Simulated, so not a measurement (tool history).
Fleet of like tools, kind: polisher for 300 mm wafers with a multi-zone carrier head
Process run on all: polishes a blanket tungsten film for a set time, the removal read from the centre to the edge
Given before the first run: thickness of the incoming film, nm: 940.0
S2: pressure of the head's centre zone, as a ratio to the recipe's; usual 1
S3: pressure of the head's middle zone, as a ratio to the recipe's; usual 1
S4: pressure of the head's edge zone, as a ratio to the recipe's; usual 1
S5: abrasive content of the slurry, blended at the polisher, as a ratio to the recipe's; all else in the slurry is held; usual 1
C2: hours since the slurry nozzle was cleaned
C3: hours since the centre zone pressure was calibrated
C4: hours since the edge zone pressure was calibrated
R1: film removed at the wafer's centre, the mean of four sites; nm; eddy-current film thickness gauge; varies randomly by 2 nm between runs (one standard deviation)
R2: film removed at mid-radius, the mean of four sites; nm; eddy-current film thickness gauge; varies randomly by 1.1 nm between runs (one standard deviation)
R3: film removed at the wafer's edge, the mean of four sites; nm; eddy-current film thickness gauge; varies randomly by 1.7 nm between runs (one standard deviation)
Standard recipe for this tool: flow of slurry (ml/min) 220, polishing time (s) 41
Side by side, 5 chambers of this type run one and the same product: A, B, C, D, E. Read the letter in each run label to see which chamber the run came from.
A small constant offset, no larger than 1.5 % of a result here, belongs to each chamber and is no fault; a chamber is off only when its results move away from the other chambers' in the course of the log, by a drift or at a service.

-- hour=8.9 chamber C: worn pad replaced by a new one
run 1A hour=13.5 | flow_of_slurry_(ml/min)=220 S2=1 S3=1 S4=1 S5=1 polishing_time_(s)=41 | wafers_polished_on_this_pad=1079 C2=346.2 C3=398.7 C4=282.3 | R1=158.52 R2=159.96 R3=156.43
run 2E hour=21.4 | flow_of_slurry_(ml/min)=220 S2=1 S3=1 S4=1 S5=1 polishing_time_(s)=41 | wafers_polished_on_this_pad=240 C2=61.6 C3=641.8 C4=1279 | R1=157.56 R2=158.33 R3=153.17
run 3C hour=33.9 | flow_of_slurry_(ml/min)=220 S2=1 S3=1 S4=1 S5=1 polishing_time_(s)=41 | wafers_polished_on_this_pad=244 C2=70.4 C3=502 C4=68.5 | R1=157.02 R2=156.78 R3=157.12
-- hour=38.1 chamber B: edge zone pressure recalibrated
-- hour=40.3 chamber A: worn pad replaced by a new one
run 4D hour=41.4 | flow_of_slurry_(ml/min)=220 S2=1 S3=1 S4=1 S5=1 polishing_time_(s)=41 | wafers_polished_on_this_pad=669 C2=254.7 C3=433.6 C4=297.8 | R1=157.35 R2=159.2 R3=157.41
-- hour=42 chamber E: edge zone pressure recalibrated
-- hour=51.6 chamber B: worn pad replaced by a new one
run 5B hour=54.3 | flow_of_slurry_(ml/min)=220 S2=1 S3=1 S4=1 S5=1 polishing_time_(s)=41 | wafers_polished_on_this_pad=26 C2=259 C3=305.4 C4=16.2 | R1=155.61 R2=156.68 R3=154
run 6D hour=66.4 | flow_of_slurry_(ml/min)=220 S2=1 S3=1 S4=1 S5=1 polishing_time_(s)=41 | wafers_polished_on_this_pad=914 C2=279.7 C3=458.6 C4=322.8 | R1=154.72 R2=157.14 R3=155.91
run 7C hour=73.5 | flow_of_slurry_(ml/min)=220 S2=1 S3=1 S4=1 S5=1 polishing_time_(s)=41 | wafers_polished_on_this_pad=631 C2=110 C3=541.6 C4=108.1 | R1=159.07 R2=157.79 R3=155.38
-- hour=76.5 chamber A: edge zone pressure recalibrated
-- hour=83.3 chamber D: worn pad replaced by a new one
run 8B hour=84.8 | flow_of_slurry_(ml/min)=220 S2=1 S3=1 S4=1 S5=1 polishing_time_(s)=41 | wafers_polished_on_this_pad=324 C2=289.5 C3=335.9 C4=46.7 | R1=155.6 R2=155.58 R3=154.6
run 9A hour=95.1 | flow_of_slurry_(ml/min)=220 S2=1 S3=1 S4=1 S5=1 polishing_time_(s)=41 | wafers_polished_on_this_pad=535 C2=427.8 C3=480.3 C4=18.6 | R1=159.83 R2=160.81 R3=162.01
-- hour=98.8 chamber E: worn pad replaced by a new one
-- hour=101.3 chamber A: slurry nozzle cleaned
run 10E hour=101.9 | flow_of_slurry_(ml/min)=220 S2=1 S3=1 S4=1 S5=1 polishing_time_(s)=41 | wafers_polished_on_this_pad=30 C2=142.1 C3=722.3 C4=60 | R1=157.28 R2=157.71 R3=157.58
run 11E hour=111.8 | flow_of_slurry_(ml/min)=220 S2=1 S3=1 S4=1 S5=1 polishing_time_(s)=41 | wafers_polished_on_this_pad=127 C2=152 C3=732.2 C4=69.9 | R1=159.08 R2=155.32 R3=155.94
run 12B hour=123.9 | flow_of_slurry_(ml/min)=220 S2=1 S3=1 S4=1 S5=1 polishing_time_(s)=41 | wafers_polished_on_this_pad=706 C2=328.6 C3=375 C4=85.8 | R1=156.51 R2=158.04 R3=154.2
run 13D hour=136.9 | flow_of_slurry_(ml/min)=220 S2=0.95 S3=1 S4=1 S5=1 polishing_time_(s)=53 | wafers_polished_on_this_pad=523 C2=350.2 C3=529.1 C4=393.3 | R1=187.51 R2=208.93 R3=203.34
run 14C hour=144.4 | flow_of_slurry_(ml/min)=220 S2=0.95 S3=1 S4=1 S5=1 polishing_time_(s)=53 | wafers_polished_on_this_pad=1323 C2=180.9 C3=612.5 C4=179 | R1=195.26 R2=202.55 R3=200.18
-- hour=159.7 chamber A: worn pad replaced by a new one
run 15A hour=159.8 | flow_of_slurry_(ml/min)=220 S2=0.95 S3=1 S4=1 S5=1 polishing_time_(s)=53 | wafers_polished_on_this_pad=1 C2=58.5 C3=545 C4=83.3 | R1=199.26 R2=207.46 R3=210.15
-- hour=160.1 chamber C: worn pad replaced by a new one
run 16D hour=175.3 | flow_of_slurry_(ml/min)=220 S2=0.95 S3=1 S4=1 S5=1 polishing_time_(s)=53 | wafers_polished_on_this_pad=898 C2=388.6 C3=567.5 C4=431.7 | R1=191.16 R2=207.26 R3=205.14
run 17E hour=188.8 | flow_of_slurry_(ml/min)=220 S2=0.95 S3=1 S4=1 S5=1 polishing_time_(s)=53 | wafers_polished_on_this_pad=879 C2=229 C3=809.2 C4=146.9 | R1=192.14 R2=202.2 R3=200.23
-- hour=193.2 chamber E: worn pad replaced by a new one
-- hour=197.3 chamber B: worn pad replaced by a new one
run 18B hour=200.6 | flow_of_slurry_(ml/min)=220 S2=1 S3=1 S4=1 S5=1 polishing_time_(s)=41 | wafers_polished_on_this_pad=33 C2=405.3 C3=451.7 C4=162.5 | R1=148.81 R2=157.69 R3=157.52
-- hour=206.6 chamber D: worn pad replaced by a new one
run 19C hour=214.2 | flow_of_slurry_(ml/min)=220 S2=1 S3=1 S4=1 S5=1 polishing_time_(s)=41 | wafers_polished_on_this_pad=529 C2=250.7 C3=682.3 C4=248.8 | R1=160.39 R2=156.8 R3=154.65
run 20A hour=223.5 | flow_of_slurry_(ml/min)=220 S2=1 S3=1 S4=1 S5=1 polishing_time_(s)=41 | wafers_polished_on_this_pad=623 C2=122.2 C3=608.7 C4=147 | R1=156.81 R2=158.45 R3=156.39
run 21E hour=238.4 | flow_of_slurry_(ml/min)=220 S2=1 S3=1.09 S4=1 S5=1 polishing_time_(s)=41 | wafers_polished_on_this_pad=441 C2=278.6 C3=858.8 C4=196.5 | R1=157.78 R2=168.38 R3=158.34
-- hour=239.4 chamber C: edge zone pressure recalibrated
-- hour=239.9 chamber C: slurry nozzle cleaned
run 22C hour=253.7 | flow_of_slurry_(ml/min)=220 S2=1 S3=1.09 S4=1 S5=1 polishing_time_(s)=41 | wafers_polished_on_this_pad=914 C2=13.8 C3=721.8 C4=14.3 | R1=158.61 R2=172.22 R3=155.37
run 23B hour=263.5 | flow_of_slurry_(ml/min)=220 S2=1 S3=1.09 S4=1 S5=1 polishing_time_(s)=41 | wafers_polished_on_this_pad=647 C2=468.2 C3=514.6 C4=225.4 | R1=145.56 R2=169.36 R3=152.83
run 24D hour=278.2 | flow_of_slurry_(ml/min)=220 S2=1 S3=1.09 S4=1 S5=1 polishing_time_(s)=41 | wafers_polished_on_this_pad=699 C2=491.5 C3=670.4 C4=534.6 | R1=154.91 R2=173.09 R3=159.38
-- hour=286.6 chamber E: worn pad replaced by a new one
run 25A hour=290.4 | flow_of_slurry_(ml/min)=220 S2=1 S3=1.09 S4=1 S5=1 polishing_time_(s)=41 | wafers_polished_on_this_pad=1276 C2=189.1 C3=675.6 C4=213.9 | R1=158.48 R2=170.99 R3=158.33
run 26B hour=297.2 | flow_of_slurry_(ml/min)=220 S2=1 S3=1 S4=1 S5=1 polishing_time_(s)=41 | wafers_polished_on_this_pad=976 C2=501.9 C3=548.3 C4=259.1 | R1=147.26 R2=155.78 R3=158.34
-- hour=300.4 chamber A: worn pad replaced by a new one
run 27C hour=305.7 | flow_of_slurry_(ml/min)=220 S2=1 S3=1 S4=1 S5=1 polishing_time_(s)=41 | wafers_polished_on_this_pad=1422 C2=65.8 C3=773.8 C4=66.3 | R1=158.54 R2=158.48 R3=154.69
run 28A hour=316 | flow_of_slurry_(ml/min)=220 S2=1 S3=0.94 S4=1 S5=1.15 polishing_time_(s)=41 | wafers_polished_on_this_pad=152 C2=214.7 C3=701.2 C4=239.5 | R1=165.04 R2=156.08 R3=162.79
run 29E hour=327.8 | flow_of_slurry_(ml/min)=220 S2=1 S3=0.94 S4=1 S5=1.15 polishing_time_(s)=41 | wafers_polished_on_this_pad=402 C2=368 C3=948.2 C4=285.9 | R1=166.03 R2=153.28 R3=161.39
-- hour=332.6 chamber D: worn pad replaced by a new one
-- hour=333.8 chamber C: worn pad replaced by a new one
-- hour=339.2 chamber B: worn pad replaced by a new one
run 30D hour=340.9 | flow_of_slurry_(ml/min)=220 S2=1 S3=0.94 S4=1 S5=1.15 polishing_time_(s)=41 | wafers_polished_on_this_pad=81 C2=554.2 C3=733.1 C4=597.3 | R1=163.35 R2=153.24 R3=164.01
-- hour=348.5 chamber D: slurry nozzle cleaned
run 31A hour=349.3 | flow_of_slurry_(ml/min)=220 S2=1 S3=0.94 S4=1 S5=1.15 polishing_time_(s)=41 | wafers_polished_on_this_pad=477 C2=248 C3=734.5 C4=272.8 | R1=161.9 R2=155.7 R3=161.54
run 32E hour=359.1 | flow_of_slurry_(ml/min)=220 S2=1 S3=0.94 S4=1 S5=1.15 polishing_time_(s)=41 | wafers_polished_on_this_pad=708 C2=399.3 C3=979.5 C4=317.2 | R1=163.1 R2=154.68 R3=160.39
run 33C hour=369.3 | flow_of_slurry_(ml/min)=220 S2=1 S3=1 S4=1 S5=1 polishing_time_(s)=41 | wafers_polished_on_this_pad=347 C2=129.4 C3=837.4 C4=129.9 | R1=160.47 R2=157.31 R3=158.15
run 34D hour=382.4 | flow_of_slurry_(ml/min)=220 S2=1 S3=1 S4=1 S5=1 polishing_time_(s)=41 | wafers_polished_on_this_pad=486 C2=33.9 C3=774.6 C4=638.8 | R1=153.66 R2=159.21 R3=158.16
-- hour=382.9 chamber A: edge zone pressure recalibrated
-- hour=387.9 chamber E: worn pad replaced by a new one
run 35B hour=391.5 | flow_of_slurry_(ml/min)=220 S2=1 S3=1 S4=1 S5=1 polishing_time_(s)=41 | wafers_polished_on_this_pad=511 C2=596.2 C3=642.6 C4=353.4 | R1=140.09 R2=157.79 R3=152.45
run 36C hour=400.3 | flow_of_slurry_(ml/min)=220 S2=1 S3=1 S4=1 S5=1 polishing_time_(s)=41 | wafers_polished_on_this_pad=650 C2=160.4 C3=868.4 C4=160.9 | R1=159.61 R2=155.2 R3=155.98
run 37B hour=411.3 | flow_of_slurry_(ml/min)=220 S2=1 S3=1 S4=1 S5=1 polishing_time_(s)=41 | wafers_polished_on_this_pad=704 C2=616 C3=662.4 C4=373.2 | R1=142.96 R2=157.59 R3=154.63
-- hour=419.4 chamber A: worn pad replaced by a new one
run 38E hour=425.1 | flow_of_slurry_(ml/min)=220 S2=1 S3=1 S4=1 S5=1 polishing_time_(s)=41 | wafers_polished_on_this_pad=363 C2=465.3 C3=1045.5 C4=383.2 | R1=155.37 R2=156.13 R3=155.68
run 39A hour=433.5 | flow_of_slurry_(ml/min)=220 S2=1 S3=1 S4=1 S5=1 polishing_time_(s)=41 | wafers_polished_on_this_pad=138 C2=332.2 C3=818.7 C4=50.7 | R1=159.15 R2=160.11 R3=156.47
run 40D hour=445.4 | flow_of_slurry_(ml/min)=220 S2=1 S3=1 S4=1 S5=1 polishing_time_(s)=41 | wafers_polished_on_this_pad=1101 C2=96.9 C3=837.6 C4=701.8 | R1=156.1 R2=159.11 R3=158.96
run 41C hour=452.7 | flow_of_slurry_(ml/min)=255 S2=1 S3=1 S4=1 S5=1.3 polishing_time_(s)=41 | wafers_polished_on_this_pad=1161 C2=212.8 C3=920.8 C4=213.3 | R1=170.24 R2=170.08 R3=168.06
run 42E hour=465 | flow_of_slurry_(ml/min)=255 S2=1 S3=1 S4=1 S5=1.3 polishing_time_(s)=41 | wafers_polished_on_this_pad=753 C2=505.2 C3=1085.4 C4=423.1 | R1=169.1 R2=169.51 R3=166.82

Which is it: a chamber that has drifted or been left off by a service, a gauge drift common to all chambers, or only each chamber's usual small offset? If a chamber is off, name it and its likeliest cause.

Little by little, chamber B moves away from the other chambers.
Cause: centre zone's pressure below its setpoint, % = 8.85.

Below are 4 candidate recipes for chamber B's next run, each the usual settings with a change, their results shown as question marks. Which of them brings B's results back in line with what the other chambers give on the usual settings?
To be in line, a result may differ from the other chambers' mean on the usual settings by at most: R1 7.2 nm; R2 3.8 nm; R3 5.9 nm
run 43B-1 hour=476.3 | flow_of_slurry_(ml/min)=215 S2=0.92 S3=1.02 S4=1.03 S5=1 polishing_time_(s)=40 | R1=? R2=? R3=?
run 43B-2 hour=476.3 | flow_of_slurry_(ml/min)=230 S2=1.15 S3=0.97 S4=0.95 S5=1 polishing_time_(s)=42 | R1=? R2=? R3=?
run 43B-3 hour=476.3 | flow_of_slurry_(ml/min)=210 S2=0.85 S3=1.03 S4=1.05 S5=1 polishing_time_(s)=40 | R1=? R2=? R3=?
run 43B-4 hour=476.3 | flow_of_slurry_(ml/min)=225 S2=1.09 S3=0.98 S4=0.97 S5=1 polishing_time_(s)=42 | R1=? R2=? R3=?

On the usual settings, the other chambers give on average: R1 157.69 nm; R2 158.14 nm; R3 156.77 nm
run=43B-1 R1=125.51 R2=155.98 R3=154.95
run=43B-2 R1=169.66 R2=157.68 R3=157.07
run=43B-3 R1=114.58 R2=156.93 R3=156.17
run=43B-4 R1=159.62 R2=158.75 R3=158.43
The right change is 43B-4: it brings the chamber back within the allowed miss of the others.
